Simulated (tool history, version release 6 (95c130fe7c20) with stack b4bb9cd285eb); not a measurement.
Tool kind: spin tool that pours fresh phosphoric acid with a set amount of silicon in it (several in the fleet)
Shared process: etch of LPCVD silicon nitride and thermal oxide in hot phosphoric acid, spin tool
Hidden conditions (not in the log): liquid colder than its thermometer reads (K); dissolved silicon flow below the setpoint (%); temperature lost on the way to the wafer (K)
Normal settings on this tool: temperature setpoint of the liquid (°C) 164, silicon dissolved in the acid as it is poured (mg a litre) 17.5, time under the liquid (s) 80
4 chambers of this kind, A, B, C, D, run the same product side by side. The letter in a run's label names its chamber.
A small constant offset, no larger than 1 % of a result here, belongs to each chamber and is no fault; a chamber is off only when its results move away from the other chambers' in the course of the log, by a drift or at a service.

run	hour	temperature setpoint of the liquid (°C)	silicon dissolved in the acid as it is poured (mg a litre)	time under the liquid (s)	hours since the thermometer was replaced	hours since the dissolved silicon flow meter was replaced	hours since the heated supply line was repaired	read-back film thickness of the LPCVD silicon nitride reference wafer, read on the same gauge (nm)	read-back film thickness of the thermal oxide reference wafer, read on the same gauge (nm)	thickness taken off the LPCVD silicon nitride on a monitor wafer (nm)	thickness taken off the thermal oxide on a monitor wafer (nm)
1B	15.6	164	17.5	80	2485	40	354.4	79.995	79.976	7.5086	0.20912
2A	29.6	164	17.5	80	2238.9	436.7	574.9	79.985	79.938	7.4889	0.2224
3C	41.7	164	17.5	80	240.4	435.8	1021.7	80.024	80.014	7.4303	0.18509
4D	57.3	164	17.5	80	623.7	630.5	802.4	80.003	80.032	7.4757	0.24943
5C	73.6	164	17.5	80	272.3	467.7	1053.6	80	80.013	7.5279	0.18357
6D	84.2	164	17.5	80	650.6	657.4	829.3	79.986	80.024	7.4883	0.20341
7A	100.7	164	17.5	80	2310	507.8	646	80.035	80.012	7.5444	0.18984
8B	109.6	164	17.5	80	2579	134	448.4	80.028	79.999	7.5404	0.2413
9A	125	164	17.5	80	2334.3	532.1	670.3	79.994	79.987	7.5767	0.24351
10B	138.7	162.5	17.5	80	2608.1	163.1	477.5	79.992	80.024	7.04	0.17689
11D	152	162.5	17.5	80	718.4	725.2	897.1	80.003	79.972	7.0803	0.17494
12C	166.7	162.5	17.5	80	365.4	560.8	1146.7	80.001	80.018	7.0925	0.16132
13C	179.3	162.5	17.5	80	378	573.4	1159.3	79.991	80.008	7.0878	0.17263
14A	193.6	164	17.5	80	2402.9	600.7	738.9	79.981	79.986	7.5469	0.19032
15D	206.5	164	17.5	80	772.9	779.7	951.6	79.97	79.993	7.4024	0.20614
16B	218.5	164	17.5	80	2687.9	242.9	557.3	79.962	80.019	7.5085	0.21066
17B	234.3	164	17.5	80	2703.7	258.7	573.1	80.003	79.972	7.547	0.20809
18D	244	164	17.5	120	810.4	817.2	989.1	79.991	79.982	11.132	0.28572
19C	255.6	164	17.5	120	454.3	649.7	1235.6	80.009	80.021	11.2	0.33288
20A	269.3	164	17.5	120	2478.6	676.4	814.6	79.995	79.981	11.337	0.3054
21D	276.6	164	17.5	120	843	849.8	1021.7	80.047	80.011	11.206	0.27703
22A	292.5	164	17.5	80	2501.8	699.6	837.8	80	79.975	7.4164	0.1777
23B	307.5	164	17.5	80	2776.9	331.9	646.3	80.016	80.009	7.5028	0.21082
24C	320.7	164	17.5	80	519.4	714.8	1300.7	79.98	80.029	7.3211	0.25133
25D	336.4	164	17.5	80	902.8	909.6	1081.5	80.004	79.986	7.3605	0.21634

Which is it: a chamber that has drifted or been left off by a service, a gauge drift common to all chambers, or only each chamber's usual small offset? If a chamber is off, name it and its likeliest cause.

No chamber stands off beyond its own small offset, and the gauge holds steady.
